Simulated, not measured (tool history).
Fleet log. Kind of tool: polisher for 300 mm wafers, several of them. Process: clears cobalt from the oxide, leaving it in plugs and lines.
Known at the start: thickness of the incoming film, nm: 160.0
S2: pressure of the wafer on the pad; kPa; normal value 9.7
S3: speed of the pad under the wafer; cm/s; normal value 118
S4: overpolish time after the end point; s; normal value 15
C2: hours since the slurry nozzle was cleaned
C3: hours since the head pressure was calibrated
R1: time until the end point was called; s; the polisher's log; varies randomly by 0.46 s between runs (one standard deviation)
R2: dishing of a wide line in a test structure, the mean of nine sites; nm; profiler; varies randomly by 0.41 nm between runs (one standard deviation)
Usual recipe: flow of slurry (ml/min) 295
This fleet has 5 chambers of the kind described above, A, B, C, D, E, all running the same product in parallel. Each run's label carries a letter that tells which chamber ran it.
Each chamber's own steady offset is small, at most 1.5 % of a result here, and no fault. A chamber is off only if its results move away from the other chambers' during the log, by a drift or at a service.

-- hour=1.4 chamber D: head pressure recalibrated
-- hour=3.2 chamber A: slurry nozzle cleaned
-- hour=4.5 chamber D: worn pad replaced by a new one
run 1E hour=5.7 | flow_of_slurry_(ml/min)=295 S2=9.7 S3=118 S4=15 | wafers_polished_on_this_pad=137 C2=363.5 C3=176.7 | R1=40.258 R2=35.773
run 2C hour=10.9 | flow_of_slurry_(ml/min)=295 S2=9.7 S3=118 S4=15 | wafers_polished_on_this_pad=421 C2=599.1 C3=127.9 | R1=39.984 R2=36.030
run 3B hour=16.6 | flow_of_slurry_(ml/min)=295 S2=9.7 S3=118 S4=15 | wafers_polished_on_this_pad=562 C2=245.3 C3=63.2 | R1=39.536 R2=36.248
run 4A hour=20.7 | flow_of_slurry_(ml/min)=295 S2=9.7 S3=118 S4=15 | wafers_polished_on_this_pad=1045 C2=17.6 C3=564.8 | R1=39.541 R2=35.745
run 5D hour=25.5 | flow_of_slurry_(ml/min)=295 S2=9.7 S3=102 S4=15 | wafers_polished_on_this_pad=261 C2=159.8 C3=24.1 | R1=45.789 R2=32.588
run 6B hour=29.9 | flow_of_slurry_(ml/min)=295 S2=9.7 S3=102 S4=15 | wafers_polished_on_this_pad=727 C2=258.6 C3=76.5 | R1=46.875 R2=33.794
-- hour=30.4 chamber A: worn pad replaced by a new one
run 7E hour=33.7 | flow_of_slurry_(ml/min)=295 S2=9.7 S3=102 S4=15 | wafers_polished_on_this_pad=484 C2=391.5 C3=204.7 | R1=46.759 R2=32.873
run 8C hour=40.3 | flow_of_slurry_(ml/min)=295 S2=9.7 S3=102 S4=15 | wafers_polished_on_this_pad=786 C2=628.5 C3=157.3 | R1=47.704 R2=32.537
run 9A hour=46.6 | flow_of_slurry_(ml/min)=295 S2=9.7 S3=102 S4=15 | wafers_polished_on_this_pad=201 C2=43.5 C3=590.7 | R1=45.215 R2=33.080
run 10D hour=53.1 | flow_of_slurry_(ml/min)=295 S2=9.7 S3=118 S4=15 | wafers_polished_on_this_pad=603 C2=187.4 C3=51.7 | R1=39.529 R2=35.395
-- hour=53.2 chamber D: worn pad replaced by a new one
-- hour=54.2 chamber E: worn pad replaced by a new one
-- hour=57.6 chamber B: worn pad replaced by a new one
run 11A hour=59.4 | flow_of_slurry_(ml/min)=295 S2=9.7 S3=118 S4=15 | wafers_polished_on_this_pad=359 C2=56.3 C3=603.5 | R1=39.223 R2=35.963
run 12C hour=64.7 | flow_of_slurry_(ml/min)=295 S2=9.7 S3=118 S4=15 | wafers_polished_on_this_pad=1089 C2=652.9 C3=181.7 | R1=41.055 R2=35.279
run 13E hour=68.8 | flow_of_slurry_(ml/min)=295 S2=9.7 S3=118 S4=15 | wafers_polished_on_this_pad=181 C2=426.6 C3=239.8 | R1=40.613 R2=35.537
run 14D hour=74.4 | flow_of_slurry_(ml/min)=295 S2=9.7 S3=118 S4=15 | wafers_polished_on_this_pad=264 C2=208.7 C3=73.0 | R1=39.738 R2=35.580
run 15B hour=79.0 | flow_of_slurry_(ml/min)=295 S2=9.7 S3=118 S4=15 | wafers_polished_on_this_pad=266 C2=307.7 C3=125.6 | R1=40.414 R2=34.968
run 16D hour=84.9 | flow_of_slurry_(ml/min)=295 S2=9.7 S3=118 S4=15 | wafers_polished_on_this_pad=394 C2=219.2 C3=83.5 | R1=39.715 R2=36.056
run 17E hour=89.5 | flow_of_slurry_(ml/min)=295 S2=7.6 S3=118 S4=15 | wafers_polished_on_this_pad=438 C2=447.3 C3=260.5 | R1=50.412 R2=31.204
run 18C hour=94.9 | flow_of_slurry_(ml/min)=295 S2=7.6 S3=118 S4=15 | wafers_polished_on_this_pad=1463 C2=683.1 C3=211.9 | R1=53.700 R2=31.035
-- hour=98.9 chamber C: slurry nozzle cleaned
run 19A hour=100.3 | flow_of_slurry_(ml/min)=295 S2=7.6 S3=118 S4=15 | wafers_polished_on_this_pad=867 C2=97.2 C3=644.4 | R1=50.171 R2=31.369
-- hour=104.2 chamber D: worn pad replaced by a new one
run 20B hour=105.6 | flow_of_slurry_(ml/min)=295 S2=7.6 S3=118 S4=15 | wafers_polished_on_this_pad=596 C2=334.3 C3=152.2 | R1=50.394 R2=31.039
run 21D hour=109.6 | flow_of_slurry_(ml/min)=295 S2=7.6 S3=118 S4=15 | wafers_polished_on_this_pad=68 C2=243.9 C3=108.2 | R1=50.282 R2=30.876
-- hour=110.6 chamber A: worn pad replaced by a new one
-- hour=113.9 chamber E: worn pad replaced by a new one
run 22B hour=115.3 | flow_of_slurry_(ml/min)=295 S2=9.7 S3=118 S4=15 | wafers_polished_on_this_pad=716 C2=344.0 C3=161.9 | R1=39.833 R2=36.003
run 23E hour=119.3 | flow_of_slurry_(ml/min)=295 S2=9.7 S3=118 S4=15 | wafers_polished_on_this_pad=67 C2=477.1 C3=290.3 | R1=39.524 R2=36.518
run 24C hour=126.1 | flow_of_slurry_(ml/min)=295 S2=9.7 S3=118 S4=15 | wafers_polished_on_this_pad=1850 C2=27.3 C3=243.1 | R1=41.879 R2=34.537
run 25A hour=131.1 | flow_of_slurry_(ml/min)=295 S2=9.7 S3=118 S4=15 | wafers_polished_on_this_pad=254 C2=128.0 C3=675.2 | R1=38.713 R2=36.385
run 26A hour=134.8 | flow_of_slurry_(ml/min)=295 S2=9.7 S3=118 S4=15 | wafers_polished_on_this_pad=300 C2=131.7 C3=678.9 | R1=40.039 R2=36.514
run 27B hour=138.5 | flow_of_slurry_(ml/min)=295 S2=9.7 S3=118 S4=15 | wafers_polished_on_this_pad=1004 C2=367.2 C3=185.1 | R1=40.488 R2=35.700
run 28C hour=145.3 | flow_of_slurry_(ml/min)=295 S2=9.7 S3=118 S4=15 | wafers_polished_on_this_pad=2088 C2=46.5 C3=262.3 | R1=42.139 R2=34.823
-- hour=145.4 chamber B: worn pad replaced by a new one
run 29D hour=148.9 | flow_of_slurry_(ml/min)=295 S2=9.7 S3=118 S4=15 | wafers_polished_on_this_pad=555 C2=283.2 C3=147.5 | R1=39.822 R2=35.836
-- hour=149.6 chamber D: worn pad replaced by a new one
run 30E hour=154.8 | flow_of_slurry_(ml/min)=295 S2=9.7 S3=118 S4=15 | wafers_polished_on_this_pad=507 C2=512.6 C3=325.8 | R1=40.121 R2=36.433
run 31B hour=160.0 | flow_of_slurry_(ml/min)=295 S2=9.7 S3=118 S4=15 | wafers_polished_on_this_pad=182 C2=388.7 C3=206.6 | R1=39.996 R2=35.657
run 32C hour=165.7 | flow_of_slurry_(ml/min)=295 S2=9.7 S3=118 S4=15 | wafers_polished_on_this_pad=2342 C2=66.9 C3=282.7 | R1=43.155 R2=34.234
-- hour=167.0 chamber A: head pressure recalibrated
run 33E hour=170.6 | flow_of_slurry_(ml/min)=295 S2=9.7 S3=118 S4=15 | wafers_polished_on_this_pad=703 C2=528.4 C3=341.6 | R1=39.993 R2=35.837
-- hour=171.4 chamber E: worn pad replaced by a new one
run 34D hour=174.5 | flow_of_slurry_(ml/min)=295 S2=9.7 S3=118 S4=9 | wafers_polished_on_this_pad=309 C2=308.8 C3=173.1 | R1=40.359 R2=25.833
run 35A hour=179.4 | flow_of_slurry_(ml/min)=295 S2=9.7 S3=118 S4=9 | wafers_polished_on_this_pad=854 C2=176.3 C3=12.5 | R1=39.246 R2=25.848
run 36D hour=183.2 | flow_of_slurry_(ml/min)=295 S2=9.7 S3=118 S4=9 | wafers_polished_on_this_pad=417 C2=317.5 C3=181.8 | R1=40.476 R2=26.002
run 37C hour=187.8 | flow_of_slurry_(ml/min)=295 S2=9.7 S3=118 S4=9 | wafers_polished_on_this_pad=2616 C2=89.0 C3=304.8 | R1=43.454 R2=24.459
run 38E hour=193.6 | flow_of_slurry_(ml/min)=295 S2=9.7 S3=118 S4=9 | wafers_polished_on_this_pad=276 C2=551.4 C3=364.6 | R1=39.696 R2=26.102
run 39B hour=199.6 | flow_of_slurry_(ml/min)=295 S2=9.7 S3=118 S4=15 | wafers_polished_on_this_pad=673 C2=428.3 C3=246.2 | R1=40.054 R2=36.219
-- hour=202.1 chamber D: worn pad replaced by a new one
run 40A hour=203.7 | flow_of_slurry_(ml/min)=295 S2=9.7 S3=118 S4=15 | wafers_polished_on_this_pad=1155 C2=200.6 C3=36.8 | R1=40.308 R2=35.776
-- hour=205.6 chamber B: slurry nozzle cleaned
run 41B hour=208.2 | flow_of_slurry_(ml/min)=295 S2=9.7 S3=118 S4=15 | wafers_polished_on_this_pad=779 C2=2.6 C3=254.8 | R1=39.763 R2=36.411
run 42C hour=212.5 | flow_of_slurry_(ml/min)=295 S2=9.7 S3=118 S4=15 | wafers_polished_on_this_pad=2922 C2=113.7 C3=329.5 | R1=44.266 R2=33.805
-- hour=213.2 chamber A: worn pad replaced by a new one
run 43D hour=215.6 | flow_of_slurry_(ml/min)=295 S2=9.7 S3=118 S4=15 | wafers_polished_on_this_pad=167 C2=349.9 C3=214.2 | R1=39.857 R2=35.525
run 44A hour=221.2 | flow_of_slurry_(ml/min)=295 S2=9.7 S3=118 S4=15 | wafers_polished_on_this_pad=99 C2=218.1 C3=54.3 | R1=39.906 R2=35.626

Which is it: a chamber that has drifted or been left off by a service, a gauge drift common to all chambers, or only each chamber's usual small offset? If a chamber is off, name it and its likeliest cause.

Chamber C drifts away from the others.
Cause: removal rate lost through wear of the pad, % = 10.1.
The log might look much the same if the cause were instead: head's pressure below its setpoint, %.

Here are 4 candidates for chamber C's next run, each the usual settings with a change, their results left as question marks. Which one brings its results back in line with what the others give on the usual settings?
A result is in line if it is within this distance of the other chambers' mean on the usual settings: R1 1.600 s; R2 1.400 nm
run 45C-1 hour=226.3 | flow_of_slurry_(ml/min)=295 S2=9.7 S3=120 S4=15 | R1=? R2=?
run 45C-2 hour=226.3 | flow_of_slurry_(ml/min)=295 S2=9.7 S3=116 S4=15 | R1=? R2=?
run 45C-3 hour=226.3 | flow_of_slurry_(ml/min)=295 S2=10.3 S3=122 S4=15 | R1=? R2=?
run 45C-4 hour=226.3 | flow_of_slurry_(ml/min)=295 S2=9.0 S3=114 S4=15 | R1=? R2=?

The mean the other chambers reach with the usual settings: R1 40.015 s; R2 35.752 nm
run=45C-1 R1=43.332 R2=33.889
run=45C-2 R1=44.849 R2=33.238
run=45C-3 R1=39.810 R2=35.484
run=45C-4 R1=49.102 R2=31.522
With 45C-3, the chamber falls back in line with the rest.
